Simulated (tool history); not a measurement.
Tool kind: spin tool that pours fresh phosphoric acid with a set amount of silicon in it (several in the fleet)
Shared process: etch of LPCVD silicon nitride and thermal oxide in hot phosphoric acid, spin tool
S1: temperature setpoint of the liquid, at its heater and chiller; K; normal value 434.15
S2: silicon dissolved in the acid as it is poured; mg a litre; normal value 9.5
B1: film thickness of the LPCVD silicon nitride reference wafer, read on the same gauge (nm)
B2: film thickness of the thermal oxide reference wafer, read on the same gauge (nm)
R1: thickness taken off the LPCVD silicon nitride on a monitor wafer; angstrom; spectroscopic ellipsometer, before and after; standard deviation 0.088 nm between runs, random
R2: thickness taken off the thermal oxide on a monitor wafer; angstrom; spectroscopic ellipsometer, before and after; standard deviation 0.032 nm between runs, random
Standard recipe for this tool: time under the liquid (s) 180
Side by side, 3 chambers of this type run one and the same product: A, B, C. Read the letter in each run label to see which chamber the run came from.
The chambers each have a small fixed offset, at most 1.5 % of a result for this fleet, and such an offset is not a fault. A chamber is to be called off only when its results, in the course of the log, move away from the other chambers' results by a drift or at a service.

Run 1B, hour 3.6: usual settings; B1 120.01; B2 40.027. Result: R1 142.14 angstrom, R2 4.1310 angstrom.
Run 2A, hour 9.1: usual settings; B1 120.01; B2 39.972. Result: R1 146.79 angstrom, R2 4.5725 angstrom.
Run 3C, hour 13.6: usual settings; B1 120.05; B2 40.022. Result: R1 142.38 angstrom, R2 4.5718 angstrom.
Run 4A, hour 20.3: usual settings; B1 120.00; B2 39.989. Result: R1 144.05 angstrom, R2 4.4640 angstrom.
Run 5B, hour 27.1: usual settings; B1 120.00; B2 39.969. Result: R1 142.25 angstrom, R2 3.5762 angstrom.
Run 6C, hour 31.1: usual settings; B1 119.97; B2 40.008. Result: R1 142.86 angstrom, R2 4.1320 angstrom.
Run 7B, hour 34.4: usual settings; B1 120.01; B2 39.997. Result: R1 142.75 angstrom, R2 3.8526 angstrom.
Run 8C, hour 39.9: usual settings; B1 120.00; B2 40.004. Result: R1 141.12 angstrom, R2 3.8244 angstrom.
Run 9A, hour 43.2: usual settings; B1 119.97; B2 39.998. Result: R1 145.42 angstrom, R2 3.9261 angstrom.
Run 10C, hour 50.0: usual settings; B1 120.00; B2 40.024. Result: R1 141.73 angstrom, R2 4.2900 angstrom.
Run 11B, hour 54.9: usual settings; B1 119.96; B2 39.982. Result: R1 143.11 angstrom, R2 4.6001 angstrom.
Run 12A, hour 60.7: usual settings; B1 120.03; B2 40.021. Result: R1 144.49 angstrom, R2 4.8411 angstrom.
Run 13B, hour 66.9: usual settings; B1 119.98; B2 39.987. Result: R1 141.37 angstrom, R2 3.7926 angstrom.
Run 14C, hour 71.1: usual settings; B1 120.03; B2 40.009. Result: R1 141.25 angstrom, R2 4.0263 angstrom.
Run 15A, hour 74.6: usual settings; B1 119.97; B2 40.011. Result: R1 144.41 angstrom, R2 4.1057 angstrom.
Run 16A, hour 81.0: usual settings; B1 119.96; B2 40.020. Result: R1 144.65 angstrom, R2 4.4949 angstrom.
Run 17B, hour 84.7: usual settings but S1 431.65 K; B1 119.97; B2 39.967. Result: R1 126.95 angstrom, R2 3.5319 angstrom.
At hour 86.7: chamber A: thermometer replaced.
Run 18C, hour 90.6: usual settings but S1 431.65 K; B1 120.03; B2 39.990. Result: R1 131.25 angstrom, R2 3.2807 angstrom.
Run 19B, hour 97.3: usual settings but S1 431.65 K; B1 120.08; B2 39.989. Result: R1 125.50 angstrom, R2 3.0431 angstrom.
Run 20C, hour 103.0: usual settings; B1 120.01; B2 39.999. Result: R1 142.21 angstrom, R2 4.2296 angstrom.
Run 21A, hour 107.4: usual settings but S2 16.5 mg a litre, time under the liquid (s) 145; B1 119.99; B2 39.988. Result: R1 115.96 angstrom, R2 2.9204 angstrom.
Run 22C, hour 111.7: usual settings but S2 16.5 mg a litre, time under the liquid (s) 145; B1 120.02; B2 40.020. Result: R1 114.60 angstrom, R2 3.1059 angstrom.
Run 23B, hour 116.5: usual settings but S2 16.5 mg a litre, time under the liquid (s) 145; B1 119.93; B2 40.017. Result: R1 110.29 angstrom, R2 2.5585 angstrom.
Run 24A, hour 121.0: usual settings but S1 432.15 K, time under the liquid (s) 260; B1 119.99; B2 39.977. Result: R1 196.02 angstrom, R2 5.2473 angstrom.
Run 25B, hour 125.7: usual settings but S1 432.15 K, time under the liquid (s) 260; B1 119.97; B2 40.016. Result: R1 182.18 angstrom, R2 4.7655 angstrom.
Run 26A, hour 132.5: usual settings but S1 432.15 K, time under the liquid (s) 260; B1 120.02; B2 40.021. Result: R1 194.68 angstrom, R2 5.0262 angstrom.
Run 27C, hour 137.7: usual settings; B1 119.98; B2 40.000. Result: R1 141.89 angstrom, R2 4.1842 angstrom.
Run 28A, hour 141.5: usual settings; B1 120.03; B2 39.963. Result: R1 144.74 angstrom, R2 4.3271 angstrom.
Run 29C, hour 144.8: usual settings; B1 119.96; B2 40.001. Result: R1 143.50 angstrom, R2 4.2388 angstrom.
Run 30B, hour 151.3: usual settings; B1 120.00; B2 39.995. Result: R1 130.62 angstrom, R2 3.4569 angstrom.

All 3 chambers run these settings next. Forecast each chamber's results:
Run 31A, hour 156.3: usual settings but S2 15.0 mg a litre. Result: R1 ?, R2 ?.
Run 31B, hour 156.3: usual settings but S2 15.0 mg a litre. Result: R1 ?, R2 ?.
Run 31C, hour 156.3: usual settings but S2 15.0 mg a litre. Result: R1 ?, R2 ?.

run      R1      R2
31A  144.87  3.8398
31B  131.17  2.7808
31C  141.17  3.7468
